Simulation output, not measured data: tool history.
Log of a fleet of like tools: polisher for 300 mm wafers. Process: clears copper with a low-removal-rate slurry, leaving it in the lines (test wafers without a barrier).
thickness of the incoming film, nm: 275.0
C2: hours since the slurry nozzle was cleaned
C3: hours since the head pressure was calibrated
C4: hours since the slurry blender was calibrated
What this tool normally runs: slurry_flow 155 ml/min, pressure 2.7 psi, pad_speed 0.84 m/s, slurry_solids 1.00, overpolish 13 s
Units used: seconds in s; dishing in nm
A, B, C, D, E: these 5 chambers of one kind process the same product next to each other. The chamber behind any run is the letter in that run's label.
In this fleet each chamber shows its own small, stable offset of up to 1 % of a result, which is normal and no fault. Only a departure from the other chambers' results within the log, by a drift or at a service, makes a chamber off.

run 1D day=0.312 | slurry_flow=155 pressure=2.7 pad_speed=0.84 slurry_solids=1.00 overpolish=13 | wafers_polished_on_this_pad=881 C2=128.5 C3=332.8 C4=106.3 | seconds=110.010 dishing=18.160
run 2C day=0.638 | slurry_flow=155 pressure=2.7 pad_speed=0.84 slurry_solids=1.00 overpolish=13 | wafers_polished_on_this_pad=1069 C2=179.3 C3=576.8 C4=347.1 | seconds=108.790 dishing=18.575
run 3B day=0.883 | slurry_flow=155 pressure=2.7 pad_speed=0.84 slurry_solids=1.00 overpolish=13 | wafers_polished_on_this_pad=230 C2=238.4 C3=28.6 C4=34.2 | seconds=112.270 dishing=18.596
run 4A day=1.246 | slurry_flow=155 pressure=2.7 pad_speed=0.84 slurry_solids=1.00 overpolish=13 | wafers_polished_on_this_pad=678 C2=347.4 C3=485.9 C4=297.4 | seconds=109.780 dishing=18.595
-- day=1.442 chamber E: slurry blender recalibrated
run 5E day=1.558 | slurry_flow=155 pressure=2.7 pad_speed=0.84 slurry_solids=1.00 overpolish=13 | wafers_polished_on_this_pad=863 C2=376.4 C3=616.1 C4=2.9 | seconds=109.470 dishing=18.509
run 6B day=1.971 | slurry_flow=155 pressure=2.3 pad_speed=0.84 slurry_solids=1.20 overpolish=13 | wafers_polished_on_this_pad=362 C2=264.5 C3=54.7 C4=60.3 | seconds=124.810 dishing=16.699
-- day=2.021 chamber D: slurry blender recalibrated
run 7D day=2.167 | slurry_flow=155 pressure=2.3 pad_speed=0.84 slurry_solids=1.20 overpolish=13 | wafers_polished_on_this_pad=1106 C2=173.0 C3=377.3 C4=3.5 | seconds=121.500 dishing=16.340
run 8A day=2.525 | slurry_flow=155 pressure=2.3 pad_speed=0.84 slurry_solids=1.20 overpolish=13 | wafers_polished_on_this_pad=833 C2=378.1 C3=516.6 C4=328.1 | seconds=125.310 dishing=16.672
run 9C day=2.858 | slurry_flow=155 pressure=2.3 pad_speed=0.84 slurry_solids=1.20 overpolish=13 | wafers_polished_on_this_pad=1338 C2=232.6 C3=630.1 C4=400.4 | seconds=123.010 dishing=16.670
-- day=2.867 chamber C: worn pad replaced by a new one
run 10E day=3.258 | slurry_flow=155 pressure=2.3 pad_speed=0.84 slurry_solids=1.20 overpolish=13 | wafers_polished_on_this_pad=1069 C2=417.2 C3=656.9 C4=43.7 | seconds=125.140 dishing=16.889
-- day=3.292 chamber E: worn pad replaced by a new one
-- day=3.517 chamber A: worn pad replaced by a new one
run 11D day=3.629 | slurry_flow=155 pressure=2.7 pad_speed=0.84 slurry_solids=1.00 overpolish=13 | wafers_polished_on_this_pad=1283 C2=208.1 C3=412.4 C4=38.6 | seconds=107.990 dishing=17.691
run 12B day=3.896 | slurry_flow=155 pressure=2.7 pad_speed=0.84 slurry_solids=1.00 overpolish=13 | wafers_polished_on_this_pad=595 C2=310.7 C3=100.9 C4=106.5 | seconds=110.980 dishing=18.944
run 13A day=4.221 | slurry_flow=155 pressure=2.7 pad_speed=0.84 slurry_solids=1.00 overpolish=6 | wafers_polished_on_this_pad=85 C2=418.8 C3=557.3 C4=368.8 | seconds=110.690 dishing=10.257
-- day=4.271 chamber A: slurry blender recalibrated
-- day=4.467 chamber B: worn pad replaced by a new one
run 14C day=4.488 | slurry_flow=155 pressure=2.7 pad_speed=0.84 slurry_solids=1.00 overpolish=6 | wafers_polished_on_this_pad=196 C2=271.7 C3=669.2 C4=439.5 | seconds=111.000 dishing=10.414
-- day=4.583 chamber C: slurry blender recalibrated
run 15E day=4.783 | slurry_flow=155 pressure=2.7 pad_speed=0.84 slurry_solids=1.00 overpolish=6 | wafers_polished_on_this_pad=181 C2=453.8 C3=693.5 C4=80.3 | seconds=109.050 dishing=10.269
run 16A day=5.121 | slurry_flow=155 pressure=2.7 pad_speed=0.84 slurry_solids=1.00 overpolish=6 | wafers_polished_on_this_pad=194 C2=440.4 C3=578.9 C4=20.5 | seconds=109.610 dishing=10.364
-- day=5.171 chamber D: worn pad replaced by a new one
run 17E day=5.458 | slurry_flow=155 pressure=2.7 pad_speed=0.84 slurry_solids=1.00 overpolish=6 | wafers_polished_on_this_pad=263 C2=470.0 C3=709.7 C4=96.5 | seconds=111.340 dishing=10.319
run 18B day=5.696 | slurry_flow=155 pressure=2.7 pad_speed=0.84 slurry_solids=1.00 overpolish=13 | wafers_polished_on_this_pad=149 C2=353.9 C3=144.1 C4=149.7 | seconds=111.090 dishing=18.324
run 19D day=6.046 | slurry_flow=155 pressure=2.7 pad_speed=0.84 slurry_solids=1.15 overpolish=13 | wafers_polished_on_this_pad=106 C2=266.1 C3=470.4 C4=96.6 | seconds=105.530 dishing=18.465
run 20C day=6.458 | slurry_flow=155 pressure=2.7 pad_speed=0.84 slurry_solids=1.15 overpolish=13 | wafers_polished_on_this_pad=435 C2=319.0 C3=716.5 C4=45.1 | seconds=106.970 dishing=18.360
-- day=6.800 chamber D: slurry blender recalibrated
run 21E day=6.854 | slurry_flow=155 pressure=2.7 pad_speed=0.84 slurry_solids=1.15 overpolish=13 | wafers_polished_on_this_pad=432 C2=503.5 C3=743.2 C4=130.0 | seconds=107.440 dishing=19.202
run 22A day=7.062 | slurry_flow=155 pressure=2.7 pad_speed=0.84 slurry_solids=1.15 overpolish=13 | wafers_polished_on_this_pad=430 C2=487.0 C3=625.5 C4=67.1 | seconds=103.210 dishing=19.376
run 23C day=7.446 | slurry_flow=155 pressure=2.7 pad_speed=0.84 slurry_solids=1.15 overpolish=13 | wafers_polished_on_this_pad=555 C2=342.7 C3=740.2 C4=68.8 | seconds=107.520 dishing=18.805
run 24B day=7.733 | slurry_flow=155 pressure=2.7 pad_speed=0.84 slurry_solids=1.00 overpolish=13 | wafers_polished_on_this_pad=396 C2=402.8 C3=193.0 C4=198.6 | seconds=109.050 dishing=18.080
run 25D day=7.942 | slurry_flow=155 pressure=2.7 pad_speed=0.84 slurry_solids=1.00 overpolish=13 | wafers_polished_on_this_pad=336 C2=311.6 C3=515.9 C4=27.4 | seconds=109.030 dishing=17.752
run 26C day=8.212 | slurry_flow=155 pressure=2.7 pad_speed=0.84 slurry_solids=1.00 overpolish=13 | wafers_polished_on_this_pad=648 C2=361.1 C3=758.6 C4=87.2 | seconds=110.940 dishing=18.766
run 27A day=8.521 | slurry_flow=155 pressure=2.7 pad_speed=0.84 slurry_solids=1.00 overpolish=13 | wafers_polished_on_this_pad=607 C2=522.0 C3=660.5 C4=102.1 | seconds=105.870 dishing=19.202
run 28D day=8.783 | slurry_flow=155 pressure=2.0 pad_speed=0.98 slurry_solids=1.00 overpolish=13 | wafers_polished_on_this_pad=438 C2=331.8 C3=536.1 C4=47.6 | seconds=124.390 dishing=16.453
-- day=8.812 chamber E: slurry nozzle cleaned
run 29E day=9.042 | slurry_flow=155 pressure=2.0 pad_speed=0.98 slurry_solids=1.00 overpolish=13 | wafers_polished_on_this_pad=697 C2=5.6 C3=795.7 C4=182.5 | seconds=127.240 dishing=16.744
run 30B day=9.438 | slurry_flow=155 pressure=2.0 pad_speed=0.98 slurry_solids=1.00 overpolish=13 | wafers_polished_on_this_pad=602 C2=443.7 C3=233.9 C4=239.5 | seconds=127.480 dishing=16.714
run 31A day=9.829 | slurry_flow=155 pressure=2.0 pad_speed=0.98 slurry_solids=1.00 overpolish=13 | wafers_polished_on_this_pad=765 C2=553.4 C3=691.9 C4=133.5 | seconds=120.110 dishing=17.335
-- day=10.000 chamber B: worn pad replaced by a new one
run 32B day=10.025 | slurry_flow=155 pressure=2.0 pad_speed=0.98 slurry_solids=1.00 overpolish=13 | wafers_polished_on_this_pad=3 C2=457.8 C3=248.0 C4=253.6 | seconds=126.360 dishing=16.566
run 33E day=10.400 | slurry_flow=155 pressure=2.7 pad_speed=0.84 slurry_solids=1.00 overpolish=13 | wafers_polished_on_this_pad=862 C2=38.2 C3=828.3 C4=215.1 | seconds=110.440 dishing=18.475
-- day=10.479 chamber C: slurry nozzle cleaned
run 34D day=10.800 | slurry_flow=155 pressure=2.7 pad_speed=0.84 slurry_solids=1.00 overpolish=13 | wafers_polished_on_this_pad=682 C2=380.2 C3=584.5 C4=96.0 | seconds=109.450 dishing=18.129
run 35C day=11.042 | slurry_flow=155 pressure=2.7 pad_speed=0.84 slurry_solids=1.00 overpolish=13 | wafers_polished_on_this_pad=991 C2=13.6 C3=826.5 C4=155.1 | seconds=109.530 dishing=18.169
run 36D day=11.292 | slurry_flow=155 pressure=2.7 pad_speed=0.84 slurry_solids=1.00 overpolish=13 | wafers_polished_on_this_pad=742 C2=392.0 C3=596.3 C4=107.8 | seconds=110.580 dishing=18.435

Predict what each chamber gives when all 5 of them run the settings below next.
run 37A day=11.608 | slurry_flow=155 pressure=2.7 pad_speed=0.84 slurry_solids=1.00 overpolish=13 | seconds=? dishing=?
run 37B day=11.608 | slurry_flow=155 pressure=2.7 pad_speed=0.84 slurry_solids=1.00 overpolish=13 | seconds=? dishing=?
run 37C day=11.608 | slurry_flow=155 pressure=2.7 pad_speed=0.84 slurry_solids=1.00 overpolish=13 | seconds=? dishing=?
run 37D day=11.608 | slurry_flow=155 pressure=2.7 pad_speed=0.84 slurry_solids=1.00 overpolish=13 | seconds=? dishing=?
run 37E day=11.608 | slurry_flow=155 pressure=2.7 pad_speed=0.84 slurry_solids=1.00 overpolish=13 | seconds=? dishing=?

run=37A seconds=99.924 dishing=19.309
run=37B seconds=110.980 dishing=19.009
run=37C seconds=112.390 dishing=18.836
run=37D seconds=109.830 dishing=17.771
run=37E seconds=110.010 dishing=18.476
